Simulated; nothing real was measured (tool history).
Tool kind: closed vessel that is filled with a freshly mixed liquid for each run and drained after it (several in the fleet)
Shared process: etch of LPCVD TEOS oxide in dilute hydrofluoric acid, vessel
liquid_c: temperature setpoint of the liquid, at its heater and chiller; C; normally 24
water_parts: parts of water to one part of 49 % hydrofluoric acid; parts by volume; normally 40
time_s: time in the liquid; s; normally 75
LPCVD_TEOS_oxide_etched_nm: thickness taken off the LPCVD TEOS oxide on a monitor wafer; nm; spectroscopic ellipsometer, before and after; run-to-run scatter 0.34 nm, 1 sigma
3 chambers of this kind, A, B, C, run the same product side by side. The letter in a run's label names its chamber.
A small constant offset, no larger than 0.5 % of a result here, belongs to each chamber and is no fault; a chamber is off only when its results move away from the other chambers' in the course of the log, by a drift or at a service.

run,hour,liquid_c,water_parts,time_s,hours since the thermometer was replaced,hours since the hydrofluoric acid flow meter was replaced,"read-back film thickness of the LPCVD TEOS oxide reference wafer, read on the same gauge (nm)",LPCVD_TEOS_oxide_etched_nm
1B,4.4,24,40,75,761.9,1098.1,60.017,48.116
2C,8.9,24,40,75,997.5,215.9,60.002,48.22
3A,14.4,24,40,75,19,1695.1,60.01,48.018
4B,21.6,24,40,75,779.1,1115.3,60.003,47.893
5C,25.8,24,40,75,1014.4,232.8,60.027,47.312
6A,30.6,24,40,75,35.2,1711.3,60.001,47.584
7C,35.1,24,40,75,1023.7,242.1,59.988,47.927
8A,41.9,24,40,75,46.5,1722.6,59.987,47.539
9B,46,24,40,75,803.5,1139.7,60.006,48.51
10A,52.7,24,40,75,57.3,1733.4,59.996,48.329
11C,56.9,24,40,75,1045.5,263.9,60.009,47.839
12B,61.1,24,40,75,818.6,1154.8,60.013,48.33
13C,66.1,24,40,75,1054.7,273.1,60.001,48.247
14B,69.7,21,40,75,827.2,1163.4,60.004,43.022
15A,74.3,21,40,75,78.9,1755,59.989,42.596
16A,80.5,21,40,75,85.1,1761.2,60.007,42.52
17B,85.2,24,30,120,842.7,1178.9,59.979,107.48
18C,90.6,24,30,120,1079.2,297.6,60.008,102.86
19C,94.2,24,30,120,1082.8,301.2,60.014,102.15
# hour 98.3: chamber A: hydrofluoric acid flow meter replaced
20B,100.5,24,40,90,858,1194.2,60.009,59.278
21A,106.7,24,40,90,111.3,8.4,59.996,57.397
22B,111.6,24,40,90,869.1,1205.3,60.017,59.37
23C,114.9,24,40,75,1103.5,321.9,60.001,47.086
24A,122.2,24,40,75,126.8,23.9,59.99,47.647
25C,129.1,24,40,75,1117.7,336.1,59.999,47.725
26B,136.6,24,40,75,894.1,1230.3,59.992,50.231
27A,143.9,24,40,75,148.5,45.6,59.998,48.233
# hour 144.3: chamber C: thermometer replaced
28B,150.4,24,30,50,907.9,1244.1,60.005,45.663
29A,155.7,24,30,50,160.3,57.4,60.009,43.086
30C,160.9,24,30,50,16.7,367.9,59.981,42.883
31C,166.1,24,40,75,21.9,373.1,59.994,47.273
32B,170.8,24,40,75,928.3,1264.5,59.985,51.257
33A,177.3,24,40,75,181.9,79,60.013,47.996
34A,181.4,24,40,75,186,83.1,60.013,47.288
35B,187.3,28.5,45,75,944.8,1281,60.021,54.635
36C,194.5,28.5,45,75,50.3,401.5,59.985,51.257

The same settings go to every chamber for the next run, one line per chamber below. Forecast the results for each:
37A,200,24,40,75,,,,?
37B,200,24,40,75,,,,?
37C,200,24,40,75,,,,?

run,LPCVD_TEOS_oxide_etched_nm
37A,48.082
37B,52.188
37C,48.168
